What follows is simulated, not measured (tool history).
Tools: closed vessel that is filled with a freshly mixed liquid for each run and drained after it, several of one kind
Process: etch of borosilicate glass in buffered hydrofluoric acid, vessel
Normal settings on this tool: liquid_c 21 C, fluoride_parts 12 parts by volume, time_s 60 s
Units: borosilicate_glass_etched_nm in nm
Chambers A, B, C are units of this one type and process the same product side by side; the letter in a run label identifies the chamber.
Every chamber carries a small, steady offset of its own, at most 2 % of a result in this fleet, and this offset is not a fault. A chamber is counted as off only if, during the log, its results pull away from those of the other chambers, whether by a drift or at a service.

run,hour,liquid_c,fluoride_parts,time_s,"read-back film thickness of the borosilicate glass reference wafer, read on the same gauge (nm)",borosilicate_glass_etched_nm
1B,6.3,21,12,60,130.04,59.871
2C,12.5,21,12,60,130.02,59.144
3A,17.5,21,12,60,130.04,60.737
4B,22,21,12,60,129.95,59.873
5C,30.6,21,12,60,130,59.936
6A,34.9,21,12,60,129.98,59.977
# hour 40.9: chamber B: hydrofluoric acid flow meter replaced
7A,41.6,21,12,60,129.96,60.617
8C,46.5,21,12,60,129.99,58.568
9B,54.5,21,12,60,129.99,59.641
10C,59.3,21,12,60,130.01,59.094
11B,63.3,21,12,60,129.99,60.009
12A,72.1,21,12,45,130,45.781
13A,79,21,12,45,129.99,45.464
14C,86.7,21,12,45,130.03,44.214
15B,94.2,21,12,60,130.01,60.114
16A,100.1,21,12,40,130.04,40.341
17C,105.3,21,12,40,130,39.53
18B,110.4,21,12,40,130,40.014
19B,118.4,21,12,60,129.97,59.445
20C,124.2,21,7.5,80,129.99,123.34
21A,130,21,7.5,80,129.99,126.11

Does one chamber stand apart from the rest, does the shared gauge drift, or is all well apart from small per-chamber offsets? Give the chamber and the most likely cause, where there is one.

The fleet is healthy, with each chamber sitting at its usual small offset and no drift in the gauge.
